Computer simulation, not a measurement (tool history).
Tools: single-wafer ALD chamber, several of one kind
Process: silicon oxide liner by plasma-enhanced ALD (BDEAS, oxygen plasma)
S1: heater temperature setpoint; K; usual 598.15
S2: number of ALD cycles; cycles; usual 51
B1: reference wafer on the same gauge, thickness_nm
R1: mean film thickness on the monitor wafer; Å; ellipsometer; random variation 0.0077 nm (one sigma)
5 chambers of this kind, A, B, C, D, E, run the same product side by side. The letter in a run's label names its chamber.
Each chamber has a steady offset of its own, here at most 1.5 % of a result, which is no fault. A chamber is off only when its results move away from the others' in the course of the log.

{"run": "1A", "hour": 3.7, "S1": 598.15, "S2": 51, "B1": 4.2292, "R1": 45.851}
{"run": "2B", "hour": 7.1, "S1": 598.15, "S2": 51, "B1": 4.2288, "R1": 46.1}
{"run": "3C", "hour": 10.0, "S1": 598.15, "S2": 51, "B1": 4.2288, "R1": 45.666}
{"run": "4D", "hour": 14.3, "S1": 598.15, "S2": 51, "B1": 4.2268, "R1": 46.096}
{"run": "5E", "hour": 18.9, "S1": 598.15, "S2": 51, "B1": 4.2226, "R1": 45.985}
{"run": "6B", "hour": 21.7, "S1": 598.15, "S2": 51, "B1": 4.2244, "R1": 46.072}
{"run": "7A", "hour": 24.2, "S1": 598.15, "S2": 51, "B1": 4.2267, "R1": 45.801}
{"run": "8E", "hour": 28.3, "S1": 598.15, "S2": 51, "B1": 4.2216, "R1": 45.817}
{"run": "9C", "hour": 30.8, "S1": 598.15, "S2": 51, "B1": 4.2213, "R1": 45.461}
{"run": "10D", "hour": 33.2, "S1": 598.15, "S2": 51, "B1": 4.2243, "R1": 46.188}
{"run": "11D", "hour": 36.7, "S1": 598.15, "S2": 51, "B1": 4.2201, "R1": 46.146}
{"run": "12E", "hour": 39.1, "S1": 598.15, "S2": 51, "B1": 4.2191, "R1": 45.858}
{"run": "13B", "hour": 43.1, "S1": 598.15, "S2": 51, "B1": 4.2183, "R1": 45.927}
{"run": "14A", "hour": 46.9, "S1": 598.15, "S2": 51, "B1": 4.2171, "R1": 45.814}
{"run": "15C", "hour": 51.0, "S1": 587.15, "S2": 43, "B1": 4.2138, "R1": 38.959}
{"run": "16E", "hour": 53.4, "S1": 587.15, "S2": 43, "B1": 4.217, "R1": 39.32}
{"run": "17B", "hour": 56.3, "S1": 587.15, "S2": 43, "B1": 4.2146, "R1": 39.304}
{"run": "18A", "hour": 59.1, "S1": 587.15, "S2": 43, "B1": 4.2128, "R1": 39.168}
{"run": "19D", "hour": 61.2, "S1": 587.15, "S2": 43, "B1": 4.2142, "R1": 39.419}
{"run": "20C", "hour": 65.5, "S1": 598.15, "S2": 51, "B1": 4.214, "R1": 45.553}
{"run": "21D", "hour": 68.3, "S1": 598.15, "S2": 46, "B1": 4.212, "R1": 41.427}
{"run": "22C", "hour": 71.4, "S1": 598.15, "S2": 46, "B1": 4.2104, "R1": 40.946}
{"run": "23E", "hour": 75.9, "S1": 598.15, "S2": 46, "B1": 4.2078, "R1": 41.217}
{"run": "24A", "hour": 80.1, "S1": 598.15, "S2": 46, "B1": 4.2089, "R1": 41.255}
{"run": "25B", "hour": 83.0, "S1": 598.15, "S2": 46, "B1": 4.2076, "R1": 41.395}
{"run": "26A", "hour": 87.1, "S1": 598.15, "S2": 51, "B1": 4.2058, "R1": 45.666}
{"run": "27B", "hour": 89.3, "S1": 598.15, "S2": 51, "B1": 4.2061, "R1": 45.828}
{"run": "28E", "hour": 93.7, "S1": 598.15, "S2": 51, "B1": 4.2052, "R1": 45.743}
{"run": "29D", "hour": 97.4, "S1": 598.15, "S2": 51, "B1": 4.2027, "R1": 45.947}
{"run": "30C", "hour": 101.0, "S1": 603.15, "S2": 45, "B1": 4.2044, "R1": 39.766}
{"run": "31D", "hour": 104.3, "S1": 603.15, "S2": 45, "B1": 4.2011, "R1": 40.222}
{"run": "32C", "hour": 107.4, "S1": 603.15, "S2": 45, "B1": 4.2029, "R1": 39.802}

All 5 chambers run these settings next. Forecast each chamber's results:
{"run": "33A", "hour": 110.7, "S1": 598.15, "S2": 51, "R1": "?"}
{"run": "33B", "hour": 110.7, "S1": 598.15, "S2": 51, "R1": "?"}
{"run": "33C", "hour": 110.7, "S1": 598.15, "S2": 51, "R1": "?"}
{"run": "33D", "hour": 110.7, "S1": 598.15, "S2": 51, "R1": "?"}
{"run": "33E", "hour": 110.7, "S1": 598.15, "S2": 51, "R1": "?"}

run=33A R1=45.665
run=33B R1=45.913
run=33C R1=45.466
run=33D R1=45.766
run=33E R1=45.561
